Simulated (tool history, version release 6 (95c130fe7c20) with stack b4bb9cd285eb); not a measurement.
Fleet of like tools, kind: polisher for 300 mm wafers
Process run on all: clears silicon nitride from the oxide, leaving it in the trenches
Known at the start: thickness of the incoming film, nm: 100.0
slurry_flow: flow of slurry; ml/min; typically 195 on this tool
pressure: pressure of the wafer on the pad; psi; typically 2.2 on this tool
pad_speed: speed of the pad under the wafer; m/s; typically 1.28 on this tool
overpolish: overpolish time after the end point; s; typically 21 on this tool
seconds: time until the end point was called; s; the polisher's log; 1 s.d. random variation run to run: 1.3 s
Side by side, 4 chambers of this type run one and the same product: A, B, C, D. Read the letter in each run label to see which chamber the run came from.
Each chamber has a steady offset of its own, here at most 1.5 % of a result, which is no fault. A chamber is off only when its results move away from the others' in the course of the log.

run,hour,slurry_flow,pressure,pad_speed,overpolish,seconds
1C,2.7,195,2.2,1.28,21,101.98
2D,6.6,195,2.2,1.28,21,101.58
3B,9.1,195,2.2,1.28,21,101.81
4A,12.3,195,2.2,1.28,21,102.12
5B,14.5,195,2.2,1.28,21,100.64
6D,16.6,195,2.2,1.28,21,103.64
7C,20.4,195,2.2,1.28,21,103.78
8A,24.2,135,2.2,1.28,31,108.32
# hour 27.1: chamber C: worn pad replaced by a new one
9D,28.3,135,2.2,1.28,31,107.97
10A,32.6,135,2.2,1.28,31,109.5
11C,37.1,135,2.2,1.28,31,110.52
12B,39.4,195,2.2,1.28,21,102.55
13B,42.3,195,2.2,1.28,21,103.65
14D,46.5,195,2.2,1.28,21,101.71
15A,50.2,195,1.8,1.28,21,124.08
16C,53.3,195,1.8,1.28,21,129.76
17D,56,195,1.8,1.28,21,124.47
18C,59.2,195,1.8,1.28,21,127.41
19B,61.2,225,2.2,1.7,21,76.844
20A,63.8,225,2.2,1.7,21,77.581
21A,67.4,225,2.2,1.7,21,78.542
# hour 69.5: chamber A: slurry nozzle cleaned
22B,70.9,225,2.2,1.7,21,74.061
23C,74.2,195,2.2,1.28,21,102.64
24D,77.2,195,2.5,1.28,15,91.824
25D,79.3,195,2.5,1.28,15,90.856
26C,82.4,195,2.5,1.28,15,91.967
27B,84.5,195,2.5,1.28,15,89.95
28A,88.2,195,2.2,1.28,21,109.84
29C,92.3,195,2.2,1.28,21,104.41
30A,95,195,2.2,1.28,29,107.06
31D,97.2,195,2.2,1.28,29,100.99
32B,101.2,195,2.2,1.28,29,103.38
33A,105.4,195,2.2,1.28,29,108.44
# hour 106.9: chamber D: head pressure recalibrated
34C,109.2,195,2.2,1.28,21,102.76
# hour 109.6: chamber D: worn pad replaced by a new one
35B,113.6,195,2.2,1.28,21,103.65
# hour 116.9: chamber B: worn pad replaced by a new one
36D,117.3,195,2.2,1.28,10,103.54
37B,121.7,195,2.2,1.28,10,101.3
# hour 124.5: chamber C: head pressure recalibrated
38C,125.2,195,2.2,1.28,10,102.79
39A,128.6,195,2.2,1.28,10,113.7
40D,132,195,2.2,1.28,21,101.64
41C,135.5,195,2.2,1.28,21,103.17
42D,137.6,195,2.2,1.28,21,101.95
43B,141.2,195,2.2,1.28,21,103.85

Next, every chamber runs the same settings. What will each give?
44A,144.4,195,2.2,1.28,21,?
44B,144.4,195,2.2,1.28,21,?
44C,144.4,195,2.2,1.28,21,?
44D,144.4,195,2.2,1.28,21,?

run,seconds
44A,114.68
44B,102.25
44C,105.18
44D,103.18
